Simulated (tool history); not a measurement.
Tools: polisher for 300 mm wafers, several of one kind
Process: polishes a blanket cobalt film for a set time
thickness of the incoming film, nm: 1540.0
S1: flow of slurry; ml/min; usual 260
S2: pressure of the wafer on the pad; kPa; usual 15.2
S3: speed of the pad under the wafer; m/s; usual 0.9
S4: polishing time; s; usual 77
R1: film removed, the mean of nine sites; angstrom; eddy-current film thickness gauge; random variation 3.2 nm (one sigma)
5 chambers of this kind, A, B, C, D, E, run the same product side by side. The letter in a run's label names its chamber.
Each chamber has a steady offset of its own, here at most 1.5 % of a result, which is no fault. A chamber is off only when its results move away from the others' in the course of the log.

At day 0.112: chamber D: head pressure recalibrated.
At day 0.142: chamber E: worn pad replaced by a new one.
Run 1C, day 0.317: usual settings. Result: R1 3819.1 angstrom.
Run 2D, day 0.604: usual settings. Result: R1 3878.7 angstrom.
Run 3B, day 0.921: usual settings. Result: R1 3888.3 angstrom.
Run 4A, day 1.146: usual settings. Result: R1 3924.3 angstrom.
At day 1.196: chamber C: worn pad replaced by a new one.
At day 1.283: chamber D: worn pad replaced by a new one.
At day 1.462: chamber A: head pressure recalibrated.
Run 5E, day 1.492: usual settings but S2 11 kPa, S4 98 s. Result: R1 3613.1 angstrom.
Run 6B, day 1.817: usual settings but S2 11 kPa, S4 98 s. Result: R1 3603.9 angstrom.
At day 2.067: chamber A: worn pad replaced by a new one.
At day 2.196: chamber B: worn pad replaced by a new one.
Run 7C, day 2.204: usual settings but S2 11 kPa, S4 98 s. Result: R1 3565.8 angstrom.
Run 8A, day 2.554: usual settings but S2 11 kPa, S4 98 s. Result: R1 3591.7 angstrom.
Run 9E, day 2.879: usual settings but S2 11 kPa, S4 98 s. Result: R1 3567 angstrom.
At day 3.125: chamber D: slurry nozzle cleaned.
Run 10D, day 3.225: usual settings. Result: R1 3842.7 angstrom.
Run 11C, day 3.471: usual settings. Result: R1 3844.2 angstrom.
Run 12E, day 3.754: usual settings but S1 200 ml/min, S3 1.18 m/s. Result: R1 4992 angstrom.
At day 3.817: chamber D: worn pad replaced by a new one.
Run 13A, day 3.992: usual settings but S1 200 ml/min, S3 1.18 m/s. Result: R1 5011.3 angstrom.
At day 4.121: chamber E: worn pad replaced by a new one.
Run 14B, day 4.392: usual settings but S1 200 ml/min, S3 1.18 m/s. Result: R1 4957.2 angstrom.
Run 15D, day 4.733: usual settings but S1 200 ml/min, S3 1.18 m/s. Result: R1 4919.7 angstrom.
At day 4.883: chamber B: slurry nozzle cleaned.
Run 16C, day 4.917: usual settings but S1 200 ml/min, S3 1.18 m/s. Result: R1 4913 angstrom.
Run 17B, day 5.196: usual settings. Result: R1 3949.9 angstrom.
At day 5.254: chamber C: worn pad replaced by a new one.
Run 18A, day 5.504: usual settings. Result: R1 3909.8 angstrom.
At day 5.575: chamber A: worn pad replaced by a new one.
At day 5.617: chamber B: worn pad replaced by a new one.
Run 19E, day 5.888: usual settings. Result: R1 3888.1 angstrom.
At day 6.042: chamber D: worn pad replaced by a new one.
Run 20D, day 6.258: usual settings. Result: R1 3875.2 angstrom.
Run 21E, day 6.542: usual settings. Result: R1 3825.6 angstrom.
Run 22B, day 6.721: usual settings. Result: R1 4009.3 angstrom.
Run 23C, day 6.967: usual settings but S4 59 s. Result: R1 2954.3 angstrom.
Run 24D, day 7.258: usual settings but S4 59 s. Result: R1 2960.2 angstrom.
Run 25A, day 7.583: usual settings but S4 59 s. Result: R1 3007.5 angstrom.
Run 26E, day 7.762: usual settings but S4 59 s. Result: R1 2935.9 angstrom.
Run 27A, day 8.1: usual settings but S4 59 s. Result: R1 3009.9 angstrom.
At day 8.138: chamber D: worn pad replaced by a new one.
Run 28C, day 8.492: usual settings but S4 59 s. Result: R1 2923.4 angstrom.
Run 29B, day 8.679: usual settings but S4 59 s. Result: R1 3128.4 angstrom.
At day 8.721: chamber E: worn pad replaced by a new one.
Run 30D, day 8.912: usual settings but S4 59 s. Result: R1 2978.8 angstrom.
At day 9.083: chamber A: worn pad replaced by a new one.
Run 31D, day 9.308: usual settings but S4 59 s. Result: R1 2961.4 angstrom.
At day 9.354: chamber C: worn pad replaced by a new one.
Run 32E, day 9.629: usual settings but S4 59 s. Result: R1 2951.5 angstrom.
At day 9.808: chamber B: worn pad replaced by a new one.
Run 33B, day 9.817: usual settings but S1 190 ml/min. Result: R1 4014.2 angstrom.
Run 34C, day 10.083: usual settings but S1 190 ml/min. Result: R1 3660 angstrom.
Run 35A, day 10.288: usual settings but S1 190 ml/min. Result: R1 3768.8 angstrom.
At day 10.342: chamber A: slurry nozzle cleaned.
At day 10.538: chamber E: slurry nozzle cleaned.
At day 10.542: chamber D: slurry nozzle cleaned.
Run 36B, day 10.654: usual settings but S1 190 ml/min. Result: R1 4035.9 angstrom.
At day 10.704: chamber D: worn pad replaced by a new one.
Run 37E, day 10.95: usual settings but S1 190 ml/min. Result: R1 3769.2 angstrom.
Run 38D, day 11.333: usual settings. Result: R1 3832 angstrom.
Run 39C, day 11.546: usual settings. Result: R1 3824.6 angstrom.
Run 40A, day 11.917: usual settings. Result: R1 3876.1 angstrom.
Run 41B, day 12.312: usual settings. Result: R1 4291.4 angstrom.

Next, every chamber runs the same settings. What will each give?
Run 42A, day 12.6: usual settings. Result: R1 ?.
Run 42B, day 12.6: usual settings. Result: R1 ?.
Run 42C, day 12.6: usual settings. Result: R1 ?.
Run 42D, day 12.6: usual settings. Result: R1 ?.
Run 42E, day 12.6: usual settings. Result: R1 ?.

run      R1
42A  3941.3
42B  4301.3
42C  3849.5
42D  3875.5
42E  3852.1
